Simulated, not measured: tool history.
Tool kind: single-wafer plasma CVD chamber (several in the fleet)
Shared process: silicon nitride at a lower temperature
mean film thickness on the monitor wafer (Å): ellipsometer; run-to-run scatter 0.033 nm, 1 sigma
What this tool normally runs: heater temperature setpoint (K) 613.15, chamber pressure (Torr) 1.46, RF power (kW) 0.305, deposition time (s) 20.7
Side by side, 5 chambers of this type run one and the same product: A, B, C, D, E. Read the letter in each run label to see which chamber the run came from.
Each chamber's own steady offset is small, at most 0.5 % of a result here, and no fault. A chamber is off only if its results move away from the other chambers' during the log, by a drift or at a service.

run   hour  heater temperature setpoint (K)  chamber pressure (Torr)  RF power (kW)  deposition time (s)  hours since the last thermocouple change  hours since the last RF generator calibration  hours since the last manometer calibration  read-back reference wafer on the same gauge, thickness_nm  mean film thickness on the monitor wafer (Å)
 1A    5.4                           613.15                     1.46          0.305                 20.7                                    1946.8                                            533                                        23.4                                                     28.408                                        240.35
 2D    8.9                           613.15                     1.46          0.305                 20.7                                    2191.4                                          126.1                                      1222.1                                                     28.416                                        240.18
 3B   12.1                           613.15                     1.46          0.305                 20.7                                     640.9                                         1162.7                                       927.8                                                     28.412                                         242.4
 4C     16                           613.15                     1.46          0.305                 20.7                                     574.6                                         1652.4                                         465                                                     28.423                                        239.79
 5E   21.3                           623.15                     1.46          0.305                 20.7                                    2286.7                                         1104.5                                      1022.2                                                     28.423                                        239.19
 6A   25.1                           623.15                     1.46          0.305                 20.7                                    1966.5                                          552.7                                        43.1                                                     28.416                                        240.02
 7C   31.3                           623.15                     1.46          0.305                 20.7                                     589.9                                         1667.7                                       480.3                                                     28.436                                         239.5
 8D   34.1                           623.15                     1.46          0.305                 20.7                                    2216.6                                          151.3                                      1247.3                                                     28.428                                        239.83
 9E   38.3                           623.15                     1.46          0.305                 20.7                                    2303.7                                         1121.5                                      1039.2                                                     28.433                                        239.34
10B   41.2                           613.15                     1.46          0.305                 20.7                                       670                                         1191.8                                       956.9                                                     28.437                                        242.37
11B   45.6                           613.15                     1.46          0.305                 20.7                                     674.4                                         1196.2                                       961.3                                                     28.452                                        243.03
12A   48.3                           613.15                     1.46          0.305                 20.7                                    1989.7                                          575.9                                        66.3                                                     28.451                                        241.01
13C   51.6                           613.15                     1.46          0.305                 20.7                                     610.2                                           1688                                       500.6                                                     28.459                                        240.35
14D   55.9                           613.15                     1.46          0.305                 20.7                                    2238.4                                          173.1                                      1269.1                                                     28.457                                        240.65
15E   61.2                           613.15                     1.46          0.285                 20.7                                    2326.6                                         1144.4                                      1062.1                                                     28.449                                        229.73
16A   65.1                           613.15                     1.46          0.285                 20.7                                    2006.5                                          592.7                                        83.1                                                     28.474                                        230.32
17B   68.2                           613.15                     1.46          0.285                 20.7                                       697                                         1218.8                                       983.9                                                     28.464                                        231.86
18C   74.2                           613.15                     1.46          0.285                 20.7                                     632.8                                         1710.6                                       523.2                                                     28.484                                        228.82
19D   79.3                           613.15                     1.46          0.285                 20.7                                    2261.8                                          196.5                                      1292.5                                                     28.473                                        230.07
20E   83.7                           613.15                     1.46          0.305                 20.7                                    2349.1                                         1166.9                                      1084.6                                                     28.475                                        240.83
      84.4  -- chamber D: thermocouple changed; heater temperature recalibrated
21B   89.7                           613.15                     1.46           0.36                 20.7                                     718.5                                         1240.3                                      1005.4                                                     28.487                                        271.12
22D   93.2                           613.15                     1.46           0.36                 20.7                                       8.9                                          210.4                                      1306.4                                                     28.501                                        268.51
23C   96.7                           613.15                     1.46           0.36                 20.7                                     655.3                                         1733.1                                       545.7                                                     28.496                                        268.99
24E  100.6                           613.15                     1.46           0.36                 20.7                                      2366                                         1183.8                                      1101.5                                                     28.503                                           267
25A  104.4                           613.15                     1.46           0.36                 20.7                                    2045.8                                            632                                       122.4                                                     28.514                                        268.64
26E  109.5                           613.15                     1.46          0.305                 20.7                                    2374.9                                         1192.7                                      1110.4                                                     28.511                                        240.43
27C  112.4                           613.15                     1.46          0.305                 20.7                                       671                                         1748.8                                       561.4                                                     28.504                                        240.29
28D  116.5                           613.15                     1.46          0.305                 20.7                                      32.2                                          233.7                                      1329.7                                                     28.513                                        240.58
29A  120.6                           613.15                     1.65           0.34                 20.7                                      2062                                          648.2                                       138.6                                                     28.531                                        268.64
30B  125.7                           613.15                     1.65           0.34                 20.7                                     754.5                                         1276.3                                      1041.4                                                     28.523                                        269.19
31E  130.3                           613.15                     1.65           0.34                 20.7                                    2395.7                                         1213.5                                      1131.2                                                     28.545                                        266.74
32A  134.3                           613.15                     1.65           0.34                 20.7                                    2075.7                                          661.9                                       152.3                                                     28.529                                        268.84
33B  137.8                           613.15                     1.65           0.34                 20.7                                     766.6                                         1288.4                                      1053.5                                                     28.543                                        270.56
34C  143.3                           613.15                     1.46          0.305                 20.7                                     701.9                                         1779.7                                       592.3                                                     28.542                                        241.05
35D    146                           613.15                     1.46          0.305                 20.7                                      61.7                                          263.2                                      1359.2                                                     28.555                                        241.24
36C  151.3                           613.15                     1.46          0.305                 20.7                                     709.9                                         1787.7                                       600.3                                                      28.55                                        241.12
37A  154.4                           613.15                     1.46          0.305                 20.7                                    2095.8                                            682                                       172.4                                                     28.551                                         241.2

Does one chamber stand apart from the rest, does the shared gauge drift, or is all well apart from small per-chamber offsets? Give the chamber and the most likely cause, where there is one.

Gauge drift. The chambers move together only on paper, and none stands off.
Cause: gauge reads high (%) = 0.567.
